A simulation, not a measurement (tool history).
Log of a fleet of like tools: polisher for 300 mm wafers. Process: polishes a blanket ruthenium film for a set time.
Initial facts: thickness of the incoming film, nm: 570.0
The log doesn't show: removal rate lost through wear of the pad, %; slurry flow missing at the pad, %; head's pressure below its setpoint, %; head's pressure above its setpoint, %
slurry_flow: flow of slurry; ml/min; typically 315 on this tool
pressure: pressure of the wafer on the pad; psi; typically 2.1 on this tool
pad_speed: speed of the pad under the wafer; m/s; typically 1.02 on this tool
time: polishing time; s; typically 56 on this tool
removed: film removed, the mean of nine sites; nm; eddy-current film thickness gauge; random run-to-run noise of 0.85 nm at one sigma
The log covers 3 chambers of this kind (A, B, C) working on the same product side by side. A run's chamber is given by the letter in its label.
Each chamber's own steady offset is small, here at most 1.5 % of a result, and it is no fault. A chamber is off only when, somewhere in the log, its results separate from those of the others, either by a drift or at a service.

| run | hour | slurry_flow | pressure | pad_speed | time | wafers polished on this pad | hours since the slurry nozzle was cleaned | hours since the head pressure was calibrated | removed |
|---|---|---|---|---|---|---|---|---|---|
|  | 3.3 | chamber A: worn pad replaced by a new one |
| 1B | 5.4 | 315 | 2.1 | 1.02 | 56 | 686 | 507.1 | 1065.6 | 62.252 |
|  | 9.5 | chamber B: slurry nozzle cleaned |
| 2C | 10.9 | 315 | 2.1 | 1.02 | 56 | 1306 | 16.2 | 812.7 | 61.685 |
| 3A | 16.9 | 315 | 2.1 | 1.02 | 56 | 113 | 119.7 | 73 | 62.513 |
| 4C | 20.3 | 315 | 2.1 | 1.02 | 56 | 1384 | 25.6 | 822.1 | 61.855 |
| 5A | 23.6 | 315 | 2.1 | 1.02 | 56 | 169 | 126.4 | 79.7 | 62.505 |
|  | 27.6 | chamber B: worn pad replaced by a new one |
| 6B | 30.3 | 315 | 2.1 | 1.02 | 56 | 22 | 20.8 | 1090.5 | 60.728 |
|  | 35.7 | chamber C: worn pad replaced by a new one |
| 7C | 35.9 | 315 | 2.1 | 1.02 | 56 | 1 | 41.2 | 837.7 | 60.797 |
| 8B | 41 | 315 | 2.1 | 1.02 | 56 | 112 | 31.5 | 1101.2 | 61.515 |
| 9A | 47.7 | 315 | 2.1 | 1.02 | 56 | 370 | 150.5 | 103.8 | 60.251 |
| 10C | 52.7 | 315 | 2.1 | 1.02 | 56 | 141 | 58 | 854.5 | 63.888 |
| 11A | 57.5 | 315 | 2.1 | 1.02 | 56 | 452 | 160.3 | 113.6 | 60.666 |
| 12B | 61.2 | 315 | 2.1 | 1.02 | 56 | 280 | 51.7 | 1121.4 | 63.742 |
| 13C | 67.9 | 315 | 2.1 | 1.02 | 56 | 268 | 73.2 | 869.7 | 63.716 |
| 14A | 74.4 | 315 | 2.1 | 1.02 | 56 | 593 | 177.2 | 130.5 | 62.098 |
| 15B | 78.9 | 315 | 2.1 | 1.02 | 42 | 428 | 69.4 | 1139.1 | 46.171 |
| 16A | 84.8 | 315 | 2.1 | 1.02 | 42 | 680 | 187.6 | 140.9 | 47.684 |
| 17C | 90.5 | 315 | 2.1 | 1.02 | 42 | 457 | 95.8 | 892.3 | 48.609 |
| 18B | 94.4 | 315 | 2.1 | 1.02 | 56 | 557 | 84.9 | 1154.6 | 61.078 |
| 19C | 98.9 | 315 | 2.1 | 1.02 | 56 | 527 | 104.2 | 900.7 | 66.165 |
| 20A | 103.2 | 315 | 2.1 | 1.02 | 56 | 834 | 206 | 159.3 | 62.046 |
| 21B | 109.4 | 315 | 2.1 | 1.02 | 56 | 682 | 99.9 | 1169.6 | 63.39 |
| 22A | 113 | 315 | 2.1 | 1.02 | 56 | 915 | 215.8 | 169.1 | 61.414 |
| 23C | 117.3 | 315 | 2.1 | 1.02 | 56 | 681 | 122.6 | 919.1 | 68.096 |
| 24B | 121.4 | 315 | 2.1 | 0.86 | 56 | 783 | 111.9 | 1181.6 | 52.274 |
|  | 123.1 | chamber B: head pressure recalibrated |
| 25C | 125.9 | 315 | 2.1 | 0.86 | 56 | 752 | 131.2 | 927.7 | 56.823 |
|  | 130.1 | chamber B: worn pad replaced by a new one |
| 26A | 132.2 | 315 | 2.1 | 0.86 | 56 | 1076 | 235 | 188.3 | 51.867 |
| 27B | 138.3 | 315 | 1.5 | 1.02 | 42 | 68 | 128.8 | 15.3 | 32.796 |
| 28C | 142.5 | 315 | 1.5 | 1.02 | 42 | 891 | 147.8 | 944.3 | 37.404 |
| 29B | 148.2 | 315 | 1.5 | 1.02 | 42 | 151 | 138.7 | 25.2 | 32.884 |

Is one chamber off against the others, does the gauge drift, or is nothing wrong? If a chamber is off, say which, and what the likeliest cause is.

Little by little, chamber C moves away from the other chambers.
Cause: head's pressure above its setpoint, % = 12.6.

Which of the 4 candidates below, each the usual settings with something changed and its results left as question marks, puts chamber C back in line with what the other chambers give on the usual settings?
Allowed miss from the other chambers' usual-settings mean, per result, to count as in line: removed 3 nm
| 30C-1 | 153.3 | 315 | 2 | 0.98 | 54 |  |  |  | ? |
| 30C-2 | 153.3 | 315 | 2.1 | 1.08 | 59 |  |  |  | ? |
| 30C-3 | 153.3 | 315 | 2.1 | 1.14 | 63 |  |  |  | ? |
| 30C-4 | 153.3 | 310 | 2.1 | 0.82 | 56 |  |  |  | ? |

Average result of the remaining chambers running the usual settings: removed 61.85 nm
| run | removed |
|---|---|
| 30C-1 | 61.271 |
| 30C-2 | 77.425 |
| 30C-3 | 87.279 |
| 30C-4 | 55.675 |
30C-1 is the one that brings the chamber's results back in line with the other chambers.

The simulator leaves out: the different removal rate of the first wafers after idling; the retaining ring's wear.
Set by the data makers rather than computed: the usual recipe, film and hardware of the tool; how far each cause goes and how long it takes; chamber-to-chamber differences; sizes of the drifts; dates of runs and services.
